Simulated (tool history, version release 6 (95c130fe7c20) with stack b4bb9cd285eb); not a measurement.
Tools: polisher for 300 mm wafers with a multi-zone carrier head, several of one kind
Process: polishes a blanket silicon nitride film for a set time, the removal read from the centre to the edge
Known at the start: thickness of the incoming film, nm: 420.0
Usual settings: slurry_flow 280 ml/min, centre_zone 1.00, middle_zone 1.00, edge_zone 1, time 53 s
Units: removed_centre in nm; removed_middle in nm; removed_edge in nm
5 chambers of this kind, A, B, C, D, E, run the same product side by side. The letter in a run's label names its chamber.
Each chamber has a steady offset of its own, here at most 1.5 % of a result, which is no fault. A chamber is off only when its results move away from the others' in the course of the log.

| run | day | slurry_flow | centre_zone | middle_zone | edge_zone | time | wafers polished on this pad | hours since the slurry nozzle was cleaned | hours since the centre zone pressure was calibrated | hours since the edge zone pressure was calibrated | removed_centre | removed_middle | removed_edge |
|---|---|---|---|---|---|---|---|---|---|---|---|---|---|
| 1E | 0.167 | 280 | 1.00 | 1.00 | 1 | 53 | 933 | 335.9 | 118.5 | 847.1 | 166.47 | 167.32 | 167.92 |
|  | 0.312 | chamber C: worn pad replaced by a new one |
| 2D | 0.408 | 280 | 1.00 | 1.00 | 1 | 53 | 497 | 168.9 | 455.8 | 1061.1 | 165.79 | 165.84 | 166.64 |
| 3B | 0.646 | 280 | 1.00 | 1.00 | 1 | 53 | 1175 | 417.5 | 300.5 | 432.2 | 164.09 | 166.94 | 167.35 |
| 4A | 0.804 | 280 | 1.00 | 1.00 | 1 | 53 | 360 | 267.3 | 260.3 | 320.5 | 162.53 | 166.40 | 165.18 |
|  | 0.883 | chamber D: worn pad replaced by a new one |
| 5C | 1.012 | 280 | 1.00 | 1.00 | 1 | 53 | 229 | 417.2 | 1033.8 | 142.3 | 170.06 | 167.28 | 167.74 |
|  | 1.079 | chamber E: slurry nozzle cleaned |
|  | 1.167 | chamber E: worn pad replaced by a new one |
| 6C | 1.221 | 280 | 1.00 | 1.00 | 1 | 53 | 297 | 422.2 | 1038.8 | 147.3 | 165.38 | 169.09 | 164.02 |
| 7E | 1.558 | 280 | 1.00 | 1.00 | 1 | 53 | 128 | 11.6 | 151.9 | 880.5 | 164.29 | 169.86 | 165.91 |
|  | 1.658 | chamber B: worn pad replaced by a new one |
| 8D | 1.779 | 280 | 1.00 | 1.00 | 1 | 53 | 292 | 201.8 | 488.7 | 1094.0 | 165.12 | 167.72 | 166.51 |
| 9A | 2.079 | 280 | 1.00 | 1.00 | 1 | 53 | 776 | 297.9 | 290.9 | 351.1 | 167.17 | 166.44 | 167.09 |
| 10B | 2.246 | 280 | 1.00 | 1.00 | 1 | 53 | 191 | 455.9 | 338.9 | 470.6 | 161.25 | 166.36 | 167.29 |
|  | 2.408 | chamber C: worn pad replaced by a new one |
| 11D | 2.450 | 280 | 1.00 | 1.00 | 1 | 53 | 511 | 217.9 | 504.8 | 1110.1 | 170.94 | 167.54 | 168.35 |
| 12A | 2.683 | 280 | 1.00 | 1.00 | 1 | 53 | 973 | 312.4 | 305.4 | 365.6 | 165.50 | 164.95 | 164.39 |
|  | 2.792 | chamber A: edge zone pressure recalibrated |
|  | 2.867 | chamber A: worn pad replaced by a new one |
| 13B | 2.892 | 280 | 1.00 | 1.00 | 1 | 53 | 402 | 471.4 | 354.4 | 486.1 | 165.94 | 167.04 | 165.34 |
|  | 2.988 | chamber C: centre zone pressure recalibrated |
| 14E | 3.058 | 280 | 1.00 | 0.94 | 1 | 53 | 618 | 47.6 | 187.9 | 916.5 | 167.67 | 157.86 | 167.26 |
| 15C | 3.296 | 280 | 1.00 | 0.94 | 1 | 53 | 290 | 472.0 | 7.5 | 197.1 | 172.76 | 157.92 | 162.18 |
|  | 3.392 | chamber D: worn pad replaced by a new one |
| 16C | 3.525 | 280 | 1.00 | 0.94 | 1 | 53 | 364 | 477.5 | 13.0 | 202.6 | 167.21 | 157.08 | 166.31 |
| 17E | 3.729 | 280 | 1.00 | 0.94 | 1 | 53 | 836 | 63.7 | 204.0 | 932.6 | 162.19 | 159.27 | 165.65 |
| 18A | 3.971 | 280 | 1.00 | 0.94 | 1 | 53 | 360 | 343.3 | 336.3 | 28.3 | 159.39 | 154.89 | 162.15 |
| 19B | 4.217 | 280 | 1.00 | 1.00 | 1 | 53 | 834 | 503.2 | 386.2 | 517.9 | 163.76 | 164.18 | 164.13 |
|  | 4.258 | chamber C: worn pad replaced by a new one |
|  | 4.304 | chamber E: worn pad replaced by a new one |
|  | 4.358 | chamber D: slurry nozzle cleaned |
| 20D | 4.433 | 280 | 1.00 | 1.00 | 1 | 53 | 340 | 1.8 | 552.4 | 1157.7 | 168.29 | 166.63 | 166.71 |
|  | 4.633 | chamber A: centre zone pressure recalibrated |
|  | 4.754 | chamber B: slurry nozzle cleaned |
| 21D | 4.779 | 280 | 1.00 | 1.00 | 1 | 53 | 453 | 10.1 | 560.7 | 1166.0 | 164.22 | 165.62 | 166.36 |
|  | 4.888 | chamber D: edge zone pressure recalibrated |
| 22E | 5.017 | 235 | 0.91 | 1.00 | 1 | 53 | 232 | 94.6 | 234.9 | 963.5 | 145.40 | 163.64 | 161.37 |
| 23C | 5.321 | 235 | 0.91 | 1.00 | 1 | 53 | 346 | 520.6 | 56.1 | 245.7 | 149.10 | 165.02 | 163.80 |
|  | 5.400 | chamber A: worn pad replaced by a new one |
| 24B | 5.562 | 235 | 0.91 | 1.00 | 1 | 53 | 1273 | 19.4 | 418.5 | 550.2 | 145.79 | 163.75 | 166.16 |
|  | 5.612 | chamber D: worn pad replaced by a new one |
| 25A | 5.842 | 235 | 0.91 | 1.00 | 1 | 53 | 145 | 388.2 | 29.0 | 73.2 | 134.86 | 157.26 | 158.22 |
|  | 5.908 | chamber B: worn pad replaced by a new one |
| 26B | 6.096 | 235 | 0.91 | 1.00 | 1 | 53 | 61 | 32.2 | 431.3 | 563.0 | 148.45 | 164.01 | 164.05 |
|  | 6.129 | chamber C: worn pad replaced by a new one |
| 27C | 6.425 | 280 | 1.00 | 1.00 | 1 | 53 | 97 | 547.1 | 82.6 | 272.2 | 167.92 | 165.42 | 167.69 |
| 28E | 6.629 | 280 | 1.00 | 1.00 | 1 | 53 | 758 | 133.3 | 273.6 | 1002.2 | 163.95 | 168.69 | 166.23 |
| 29A | 6.858 | 280 | 1.00 | 1.00 | 1 | 53 | 476 | 412.6 | 53.4 | 97.6 | 158.97 | 160.03 | 160.01 |
| 30D | 7.054 | 280 | 1.00 | 1.00 | 1 | 53 | 470 | 64.7 | 615.3 | 52.1 | 168.21 | 166.37 | 165.51 |
| 31B | 7.292 | 205 | 1.00 | 1.00 | 1 | 53 | 451 | 60.9 | 460.0 | 591.7 | 162.59 | 160.59 | 161.87 |
| 32A | 7.608 | 205 | 1.00 | 1.00 | 1 | 53 | 721 | 430.6 | 71.4 | 115.6 | 145.89 | 149.62 | 151.75 |
|  | 7.738 | chamber E: worn pad replaced by a new one |
| 33C | 7.875 | 205 | 1.00 | 1.00 | 1 | 53 | 570 | 581.9 | 117.4 | 307.0 | 163.77 | 159.95 | 161.61 |
| 34E | 8.117 | 205 | 1.00 | 1.00 | 1 | 53 | 124 | 169.0 | 309.3 | 1037.9 | 158.07 | 161.55 | 165.33 |

Is one chamber off against the others, does the gauge drift, or is nothing wrong? If a chamber is off, say which, and what the likeliest cause is.

Chamber A drifts away from the others.
Cause: slurry flow missing at the pad, % = 41.

Here are 4 candidates for chamber A's next run, each the usual settings with a change, their results left as question marks. Which one brings its results back in line with what the others give on the usual settings?
In line means no further than this from the other chambers' mean on the usual settings: removed_centre 8.60 nm; removed_middle 3.70 nm; removed_edge 7.10 nm
| 35A-1 | 8.362 | 280 | 0.99 | 1.00 | 1.00 | 52 |  |  |  |  | ? | ? | ? |
| 35A-2 | 8.362 | 280 | 1.01 | 1.00 | 1.00 | 54 |  |  |  |  | ? | ? | ? |
| 35A-3 | 8.362 | 275 | 0.98 | 0.99 | 1.01 | 50 |  |  |  |  | ? | ? | ? |
| 35A-4 | 8.362 | 285 | 1.02 | 1.01 | 0.99 | 56 |  |  |  |  | ? | ? | ? |

The other chambers' mean on the usual settings: removed_centre 166.50 nm; removed_middle 167.22 nm; removed_edge 166.37 nm
| run | removed_centre | removed_middle | removed_edge |
|---|---|---|---|
| 35A-1 | 149.66 | 153.14 | 154.85 |
| 35A-2 | 158.91 | 159.01 | 160.80 |
| 35A-3 | 141.78 | 145.43 | 149.37 |
| 35A-4 | 167.18 | 166.93 | 166.21 |
35A-4 brings the chamber back in line.

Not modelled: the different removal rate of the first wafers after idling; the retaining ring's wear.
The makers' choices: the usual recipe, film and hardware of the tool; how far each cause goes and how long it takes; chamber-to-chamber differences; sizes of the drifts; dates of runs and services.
